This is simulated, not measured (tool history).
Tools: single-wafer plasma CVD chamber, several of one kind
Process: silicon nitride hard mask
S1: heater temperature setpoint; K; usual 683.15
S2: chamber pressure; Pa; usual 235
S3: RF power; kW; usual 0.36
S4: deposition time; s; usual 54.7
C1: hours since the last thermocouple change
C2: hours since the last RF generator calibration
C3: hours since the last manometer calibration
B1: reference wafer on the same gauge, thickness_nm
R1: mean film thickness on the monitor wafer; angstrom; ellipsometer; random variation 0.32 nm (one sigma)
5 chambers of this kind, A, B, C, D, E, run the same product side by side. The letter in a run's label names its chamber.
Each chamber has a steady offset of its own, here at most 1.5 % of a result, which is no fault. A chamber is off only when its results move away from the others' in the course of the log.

{"day": 0.046, "done": "chamber D: thermocouple changed; heater temperature recalibrated"}
{"run": "1E", "day": 0.162, "S1": 683.15, "S2": 235, "S3": 0.36, "S4": 54.7, "C1": 885.9, "C2": 539.5, "C3": 1300.4, "B1": 77.605, "R1": 722.95}
{"run": "2C", "day": 0.392, "S1": 683.15, "S2": 235, "S3": 0.36, "S4": 54.7, "C1": 2091.7, "C2": 867.9, "C3": 1192.5, "B1": 77.594, "R1": 719.37}
{"run": "3D", "day": 0.725, "S1": 683.15, "S2": 235, "S3": 0.36, "S4": 54.7, "C1": 16.4, "C2": 510, "C3": 571.6, "B1": 77.637, "R1": 732.82}
{"run": "4B", "day": 0.904, "S1": 683.15, "S2": 235, "S3": 0.36, "S4": 54.7, "C1": 575.3, "C2": 424.2, "C3": 825, "B1": 77.67, "R1": 713.73}
{"run": "5A", "day": 1.083, "S1": 683.15, "S2": 235, "S3": 0.36, "S4": 54.7, "C1": 1908.9, "C2": 752.5, "C3": 854.6, "B1": 77.621, "R1": 722.58}
{"run": "6A", "day": 1.388, "S1": 683.15, "S2": 235, "S3": 0.36, "S4": 54.7, "C1": 1916.2, "C2": 759.8, "C3": 861.9, "B1": 77.635, "R1": 727.04}
{"run": "7B", "day": 1.725, "S1": 683.15, "S2": 235, "S3": 0.36, "S4": 54.7, "C1": 595, "C2": 443.9, "C3": 844.7, "B1": 77.604, "R1": 719.97}
{"run": "8C", "day": 1.925, "S1": 683.15, "S2": 235, "S3": 0.36, "S4": 54.7, "C1": 2128.5, "C2": 904.7, "C3": 1229.3, "B1": 77.527, "R1": 719.6}
{"run": "9D", "day": 2.254, "S1": 683.15, "S2": 235, "S3": 0.36, "S4": 54.7, "C1": 53.1, "C2": 546.7, "C3": 608.3, "B1": 77.553, "R1": 726.55}
{"day": 2.262, "done": "chamber E: capacitance manometer re-zeroed and calibrated"}
{"run": "10E", "day": 2.471, "S1": 683.15, "S2": 235, "S3": 0.36, "S4": 54.7, "C1": 941.3, "C2": 594.9, "C3": 5, "B1": 77.633, "R1": 723.09}
{"run": "11D", "day": 2.688, "S1": 683.15, "S2": 235, "S3": 0.36, "S4": 54.7, "C1": 63.5, "C2": 557.1, "C3": 618.7, "B1": 77.606, "R1": 726.24}
{"run": "12A", "day": 2.846, "S1": 683.15, "S2": 235, "S3": 0.36, "S4": 54.7, "C1": 1951.2, "C2": 794.8, "C3": 896.9, "B1": 77.614, "R1": 720.84}
{"run": "13C", "day": 3.175, "S1": 683.15, "S2": 235, "S3": 0.36, "S4": 54.7, "C1": 2158.5, "C2": 934.7, "C3": 1259.3, "B1": 77.609, "R1": 724.11}
{"run": "14E", "day": 3.4, "S1": 683.15, "S2": 235, "S3": 0.36, "S4": 54.7, "C1": 963.6, "C2": 617.2, "C3": 27.3, "B1": 77.63, "R1": 721.06}
{"run": "15B", "day": 3.746, "S1": 683.15, "S2": 235, "S3": 0.36, "S4": 54.7, "C1": 643.5, "C2": 492.4, "C3": 893.2, "B1": 77.677, "R1": 717.49}
{"run": "16A", "day": 3.9, "S1": 683.15, "S2": 235, "S3": 0.36, "S4": 54.7, "C1": 1976.5, "C2": 820.1, "C3": 922.2, "B1": 77.512, "R1": 728.01}
{"run": "17E", "day": 4.196, "S1": 683.15, "S2": 235, "S3": 0.36, "S4": 54.7, "C1": 982.7, "C2": 636.3, "C3": 46.4, "B1": 77.592, "R1": 716.38}
{"run": "18B", "day": 4.408, "S1": 683.15, "S2": 235, "S3": 0.36, "S4": 54.7, "C1": 659.4, "C2": 508.3, "C3": 909.1, "B1": 77.576, "R1": 711.08}
{"run": "19C", "day": 4.75, "S1": 683.15, "S2": 235, "S3": 0.36, "S4": 54.7, "C1": 2196.3, "C2": 972.5, "C3": 1297.1, "B1": 77.568, "R1": 721.96}
{"run": "20D", "day": 5.062, "S1": 683.15, "S2": 235, "S3": 0.36, "S4": 54.7, "C1": 120.5, "C2": 614.1, "C3": 675.7, "B1": 77.604, "R1": 729.11}
{"run": "21A", "day": 5.383, "S1": 683.15, "S2": 235, "S3": 0.36, "S4": 54.7, "C1": 2012.1, "C2": 855.7, "C3": 957.8, "B1": 77.563, "R1": 722.81}
{"run": "22C", "day": 5.704, "S1": 683.15, "S2": 235, "S3": 0.36, "S4": 54.7, "C1": 2219.2, "C2": 995.4, "C3": 1320, "B1": 77.705, "R1": 721.79}
{"day": 5.925, "done": "chamber C: thermocouple changed; heater temperature recalibrated"}
{"run": "23D", "day": 5.933, "S1": 683.15, "S2": 235, "S3": 0.36, "S4": 45.5, "C1": 141.4, "C2": 635, "C3": 696.6, "B1": 77.594, "R1": 608.98}
{"run": "24B", "day": 6.204, "S1": 683.15, "S2": 235, "S3": 0.36, "S4": 45.5, "C1": 702.5, "C2": 551.4, "C3": 952.2, "B1": 77.712, "R1": 596.66}
{"run": "25E", "day": 6.558, "S1": 683.15, "S2": 235, "S3": 0.36, "S4": 45.5, "C1": 1039.4, "C2": 693, "C3": 103.1, "B1": 77.634, "R1": 599.98}
{"run": "26E", "day": 6.833, "S1": 683.15, "S2": 235, "S3": 0.36, "S4": 45.5, "C1": 1046, "C2": 699.6, "C3": 109.7, "B1": 77.618, "R1": 601.77}
{"run": "27B", "day": 7.017, "S1": 683.15, "S2": 235, "S3": 0.36, "S4": 45.5, "C1": 722, "C2": 570.9, "C3": 971.7, "B1": 77.661, "R1": 595.97}
{"run": "28D", "day": 7.196, "S1": 683.15, "S2": 235, "S3": 0.36, "S4": 54.7, "C1": 171.7, "C2": 665.3, "C3": 726.9, "B1": 77.682, "R1": 732.08}
{"run": "29C", "day": 7.517, "S1": 683.15, "S2": 235, "S3": 0.36, "S4": 54.7, "C1": 38.2, "C2": 1038.9, "C3": 1363.5, "B1": 77.555, "R1": 721.9}
{"run": "30A", "day": 7.833, "S1": 683.15, "S2": 235, "S3": 0.36, "S4": 54.7, "C1": 2070.9, "C2": 914.5, "C3": 1016.6, "B1": 77.614, "R1": 721.97}
{"run": "31E", "day": 8.175, "S1": 683.15, "S2": 235, "S3": 0.36, "S4": 62.3, "C1": 1078.2, "C2": 731.8, "C3": 141.9, "B1": 77.556, "R1": 826.07}
{"run": "32D", "day": 8.45, "S1": 683.15, "S2": 235, "S3": 0.36, "S4": 62.3, "C1": 201.8, "C2": 695.4, "C3": 757, "B1": 77.568, "R1": 835.95}
{"run": "33C", "day": 8.679, "S1": 683.15, "S2": 235, "S3": 0.36, "S4": 62.3, "C1": 66.1, "C2": 1066.8, "C3": 1391.4, "B1": 77.646, "R1": 822.88}
{"run": "34A", "day": 8.838, "S1": 683.15, "S2": 235, "S3": 0.36, "S4": 62.3, "C1": 2095, "C2": 938.6, "C3": 1040.7, "B1": 77.48, "R1": 819.31}
{"run": "35B", "day": 9.004, "S1": 683.15, "S2": 235, "S3": 0.36, "S4": 62.3, "C1": 769.7, "C2": 618.6, "C3": 1019.4, "B1": 77.639, "R1": 811.66}
{"run": "36C", "day": 9.158, "S1": 683.15, "S2": 235, "S3": 0.36, "S4": 54.7, "C1": 77.6, "C2": 1078.3, "C3": 1402.9, "B1": 77.701, "R1": 727.91}
{"run": "37A", "day": 9.429, "S1": 683.15, "S2": 235, "S3": 0.305, "S4": 54.7, "C1": 2109.2, "C2": 952.8, "C3": 1054.9, "B1": 77.662, "R1": 649.3}
{"run": "38D", "day": 9.604, "S1": 683.15, "S2": 235, "S3": 0.305, "S4": 54.7, "C1": 229.5, "C2": 723.1, "C3": 784.7, "B1": 77.583, "R1": 660.97}
{"run": "39E", "day": 9.817, "S1": 683.15, "S2": 235, "S3": 0.305, "S4": 54.7, "C1": 1117.6, "C2": 771.2, "C3": 181.3, "B1": 77.541, "R1": 649.15}
{"run": "40B", "day": 9.971, "S1": 683.15, "S2": 235, "S3": 0.305, "S4": 54.7, "C1": 792.9, "C2": 641.8, "C3": 1042.6, "B1": 77.559, "R1": 643.55}

What goes on in this fleet: one chamber off, a drifting gauge, or nothing beyond the chambers' own small offsets? Name the chamber and the cause, if any.

No chamber stands off beyond its own small offset, and the gauge holds steady.

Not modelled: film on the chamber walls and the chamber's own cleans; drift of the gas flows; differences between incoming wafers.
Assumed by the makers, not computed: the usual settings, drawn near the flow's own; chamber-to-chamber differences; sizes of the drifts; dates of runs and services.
